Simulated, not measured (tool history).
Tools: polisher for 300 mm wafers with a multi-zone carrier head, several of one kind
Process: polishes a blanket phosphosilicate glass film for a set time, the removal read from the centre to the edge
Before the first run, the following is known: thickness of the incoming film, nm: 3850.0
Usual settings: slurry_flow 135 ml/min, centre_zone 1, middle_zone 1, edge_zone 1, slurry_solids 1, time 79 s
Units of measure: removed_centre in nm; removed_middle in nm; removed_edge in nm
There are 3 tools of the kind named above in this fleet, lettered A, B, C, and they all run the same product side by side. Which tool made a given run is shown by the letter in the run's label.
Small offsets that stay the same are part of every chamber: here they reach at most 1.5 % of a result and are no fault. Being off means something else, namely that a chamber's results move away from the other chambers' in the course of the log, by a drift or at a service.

| run | hour | slurry_flow | centre_zone | middle_zone | edge_zone | slurry_solids | time | removed_centre | removed_middle | removed_edge |
|---|---|---|---|---|---|---|---|---|---|---|
| 1A | 5.7 | 135 | 1 | 1 | 1 | 1 | 79 | 706.15 | 701.46 | 705.15 |
|  | 7.1 | chamber B: worn pad replaced by a new one |
| 2C | 11.6 | 135 | 1 | 1 | 1 | 1 | 79 | 716.56 | 701.55 | 714.59 |
| 3B | 17.8 | 135 | 1 | 1 | 1 | 1 | 79 | 706.29 | 714.96 | 705.44 |
|  | 25.6 | chamber B: centre zone pressure recalibrated |
| 4A | 26.0 | 135 | 1 | 1 | 1 | 1 | 79 | 716.48 | 705.24 | 696.71 |
| 5B | 34.3 | 135 | 1 | 1 | 1 | 1 | 79 | 710.62 | 718.57 | 702.54 |
| 6C | 39.4 | 135 | 1 | 1 | 1 | 1 | 79 | 705.95 | 698.38 | 707.44 |
| 7C | 47.9 | 135 | 1 | 1 | 1 | 1 | 79 | 721.19 | 684.15 | 720.21 |
|  | 48.0 | chamber A: worn pad replaced by a new one |
| 8B | 52.6 | 135 | 1 | 1 | 1 | 1 | 79 | 732.91 | 699.38 | 718.78 |
| 9A | 57.7 | 135 | 1 | 1 | 1 | 1 | 79 | 696.65 | 703.87 | 709.12 |
|  | 58.3 | chamber C: worn pad replaced by a new one |
| 10A | 65.1 | 100 | 1 | 1 | 1 | 1 | 79 | 626.94 | 641.01 | 680.53 |
| 11B | 70.6 | 100 | 1 | 1 | 1 | 1 | 79 | 659.26 | 677.07 | 682.65 |
| 12C | 79.2 | 100 | 1 | 1 | 1 | 1 | 79 | 658.84 | 642.07 | 669.51 |
| 13C | 83.1 | 135 | 1 | 1 | 1 | 1 | 79 | 709.57 | 705.42 | 716.40 |
|  | 86.6 | chamber B: worn pad replaced by a new one |
| 14B | 88.5 | 135 | 1 | 1 | 1 | 1 | 79 | 712.80 | 717.57 | 696.55 |
| 15A | 97.6 | 135 | 1 | 1 | 1 | 1 | 79 | 675.28 | 691.99 | 699.70 |
|  | 102.4 | chamber A: centre zone pressure recalibrated |
|  | 102.7 | chamber C: worn pad replaced by a new one |
| 16B | 105.5 | 135 | 1 | 1 | 1 | 1 | 79 | 722.83 | 712.16 | 698.37 |
| 17A | 111.8 | 135 | 1 | 1 | 1 | 1 | 79 | 658.59 | 673.17 | 707.12 |
| 18C | 117.5 | 135 | 1 | 1 | 1 | 1 | 79 | 716.99 | 701.12 | 704.95 |
| 19B | 125.5 | 135 | 1 | 1 | 1 | 1 | 79 | 717.06 | 718.94 | 725.34 |
| 20C | 133.6 | 135 | 1 | 1 | 1 | 1 | 79 | 717.01 | 703.13 | 710.58 |
| 21A | 141.9 | 135 | 1 | 1 | 1 | 1 | 79 | 636.32 | 660.13 | 668.78 |
| 22B | 146.1 | 135 | 1 | 1 | 1 | 1 | 79 | 717.93 | 715.54 | 694.66 |
|  | 153.7 | chamber C: worn pad replaced by a new one |
| 23C | 154.8 | 135 | 1 | 1 | 1 | 1 | 79 | 712.35 | 709.37 | 709.66 |
|  | 156.6 | chamber A: worn pad replaced by a new one |
| 24A | 163.1 | 135 | 1 | 1 | 1 | 1 | 79 | 634.24 | 632.52 | 682.16 |

Which is it: a chamber that has drifted or been left off by a service, a gauge drift common to all chambers, or only each chamber's usual small offset? If a chamber is off, name it and its likeliest cause.

One chamber, A, drifts off from the rest bit by bit.
What lies behind it: slurry flow missing at the pad, % = 33.5.

Chamber A could run next with any of the 4 candidate recipes listed below; each alters the usual settings, and their results appear as question marks. Which one brings its results back in line with what the other chambers deliver on the usual settings?
In line here means within this much of the mean the other chambers give on the usual settings: removed_centre 22.00 nm; removed_middle 27.00 nm; removed_edge 35.00 nm
| 25A-1 | 169.6 | 140 | 1.02 | 1.01 | 0.99 | 1 | 81 | ? | ? | ? |
| 25A-2 | 169.6 | 130 | 0.98 | 0.99 | 1.01 | 1 | 77 | ? | ? | ? |
| 25A-3 | 169.6 | 145 | 1.04 | 1.01 | 0.98 | 1 | 84 | ? | ? | ? |
| 25A-4 | 169.6 | 125 | 0.96 | 0.99 | 1.02 | 1 | 74 | ? | ? | ? |

Usual-settings mean across the other chambers: removed_centre 713.50 nm; removed_middle 707.23 nm; removed_edge 707.69 nm
| run | removed_centre | removed_middle | removed_edge |
|---|---|---|---|
| 25A-1 | 662.06 | 669.70 | 676.23 |
| 25A-2 | 586.25 | 611.05 | 640.06 |
| 25A-3 | 709.83 | 701.67 | 702.37 |
| 25A-4 | 542.52 | 579.80 | 613.20 |
25A-3 is the one that brings the chamber's results back in line with the other chambers.

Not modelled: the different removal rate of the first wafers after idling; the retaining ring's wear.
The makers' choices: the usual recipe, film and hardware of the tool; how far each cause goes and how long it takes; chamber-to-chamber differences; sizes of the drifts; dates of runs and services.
